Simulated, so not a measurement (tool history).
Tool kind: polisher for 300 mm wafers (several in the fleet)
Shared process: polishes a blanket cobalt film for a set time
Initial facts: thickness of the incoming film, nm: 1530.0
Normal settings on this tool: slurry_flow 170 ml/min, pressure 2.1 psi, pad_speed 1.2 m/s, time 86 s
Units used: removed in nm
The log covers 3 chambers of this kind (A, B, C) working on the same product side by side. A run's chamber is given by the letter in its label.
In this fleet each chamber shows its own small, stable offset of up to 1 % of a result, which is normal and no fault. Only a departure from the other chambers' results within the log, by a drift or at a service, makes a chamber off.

run 1A hour=13.4 | slurry_flow=170 pressure=2.1 pad_speed=1.2 time=86 | removed=523.88
run 2B hour=20.3 | slurry_flow=170 pressure=2.1 pad_speed=1.2 time=86 | removed=526.56
-- hour=20.7 chamber C: head pressure recalibrated
-- hour=22.5 chamber A: slurry nozzle cleaned
run 3C hour=30.4 | slurry_flow=170 pressure=2.1 pad_speed=1.2 time=86 | removed=519.63
run 4C hour=40.6 | slurry_flow=170 pressure=2.1 pad_speed=1.2 time=86 | removed=520.71
run 5B hour=49.4 | slurry_flow=170 pressure=2.1 pad_speed=1.2 time=86 | removed=522.34
-- hour=57.3 chamber C: slurry nozzle cleaned
run 6A hour=59.4 | slurry_flow=170 pressure=2.1 pad_speed=1.2 time=86 | removed=525.57
run 7C hour=71.6 | slurry_flow=170 pressure=2.1 pad_speed=1.2 time=86 | removed=523.13
run 8A hour=82.8 | slurry_flow=170 pressure=2.1 pad_speed=1.2 time=86 | removed=524.15
run 9B hour=94.3 | slurry_flow=140 pressure=2.1 pad_speed=1.2 time=86 | removed=510.13
run 10A hour=101.8 | slurry_flow=140 pressure=2.1 pad_speed=1.2 time=86 | removed=504.58
run 11B hour=110.1 | slurry_flow=140 pressure=2.1 pad_speed=1.2 time=86 | removed=512.97
run 12C hour=119 | slurry_flow=170 pressure=2.1 pad_speed=1.2 time=86 | removed=523.66
run 13C hour=129.5 | slurry_flow=170 pressure=2.1 pad_speed=1.2 time=86 | removed=522.08
-- hour=129.8 chamber B: worn pad replaced by a new one
-- hour=131.5 chamber C: worn pad replaced by a new one
run 14A hour=141.3 | slurry_flow=170 pressure=2.1 pad_speed=1.2 time=86 | removed=505.85
run 15B hour=152.1 | slurry_flow=170 pressure=2.1 pad_speed=1.2 time=86 | removed=523.5
run 16C hour=165.1 | slurry_flow=170 pressure=2.1 pad_speed=1.2 time=86 | removed=521.94
run 17B hour=179.7 | slurry_flow=170 pressure=2.1 pad_speed=1.2 time=86 | removed=530.32
run 18A hour=186.5 | slurry_flow=170 pressure=2.1 pad_speed=1.2 time=86 | removed=502.74
run 19A hour=195.6 | slurry_flow=170 pressure=2.1 pad_speed=1.2 time=86 | removed=497.57
run 20C hour=207.5 | slurry_flow=170 pressure=2.1 pad_speed=1.2 time=86 | removed=520.83
run 21B hour=220.9 | slurry_flow=170 pressure=2.1 pad_speed=1.2 time=86 | removed=524.33
run 22A hour=233 | slurry_flow=170 pressure=1.6 pad_speed=0.8 time=86 | removed=251.87
run 23C hour=245.4 | slurry_flow=170 pressure=1.6 pad_speed=0.8 time=86 | removed=267.34
run 24B hour=260.1 | slurry_flow=170 pressure=1.6 pad_speed=0.8 time=86 | removed=272.54
run 25C hour=271.7 | slurry_flow=170 pressure=2.1 pad_speed=1.2 time=86 | removed=522.95
run 26A hour=282 | slurry_flow=170 pressure=2.1 pad_speed=1.2 time=86 | removed=484.31
-- hour=289.6 chamber B: slurry nozzle cleaned
run 27B hour=292.2 | slurry_flow=170 pressure=2.1 pad_speed=1.2 time=86 | removed=526.44
run 28C hour=305.7 | slurry_flow=170 pressure=2.1 pad_speed=1.2 time=86 | removed=521.58
run 29A hour=315.5 | slurry_flow=170 pressure=2.1 pad_speed=1.2 time=86 | removed=489.3
-- hour=316 chamber B: worn pad replaced by a new one
run 30B hour=329.5 | slurry_flow=170 pressure=2.1 pad_speed=1.2 time=86 | removed=531.93
run 31C hour=344.3 | slurry_flow=170 pressure=1.5 pad_speed=1.48 time=86 | removed=463.93
-- hour=346.5 chamber C: worn pad replaced by a new one
run 32A hour=356 | slurry_flow=170 pressure=1.5 pad_speed=1.48 time=86 | removed=417.06
run 33B hour=364.4 | slurry_flow=170 pressure=1.5 pad_speed=1.48 time=86 | removed=464.49
run 34C hour=378.7 | slurry_flow=170 pressure=2.1 pad_speed=1.2 time=86 | removed=533.69
run 35A hour=389.2 | slurry_flow=220 pressure=2.1 pad_speed=1.6 time=86 | removed=639.54
run 36B hour=395.8 | slurry_flow=220 pressure=2.1 pad_speed=1.6 time=86 | removed=728.45
-- hour=397 chamber B: head pressure recalibrated
run 37B hour=408.1 | slurry_flow=220 pressure=2.1 pad_speed=1.6 time=86 | removed=717.34
run 38C hour=420.7 | slurry_flow=190 pressure=2.1 pad_speed=1.2 time=86 | removed=532.34
run 39A hour=434.1 | slurry_flow=190 pressure=2.1 pad_speed=1.2 time=86 | removed=479.01
run 40B hour=447.3 | slurry_flow=190 pressure=2.1 pad_speed=1.2 time=86 | removed=533.3

Next, all 3 chambers run the settings below, one line each with question marks for the results. What does each chamber give?
run 41A hour=458 | slurry_flow=170 pressure=1.6 pad_speed=1.2 time=86 | removed=?
run 41B hour=458 | slurry_flow=170 pressure=1.6 pad_speed=1.2 time=86 | removed=?
run 41C hour=458 | slurry_flow=170 pressure=1.6 pad_speed=1.2 time=86 | removed=?

run=41A removed=353.03
run=41B removed=407.19
run=41C removed=396.51
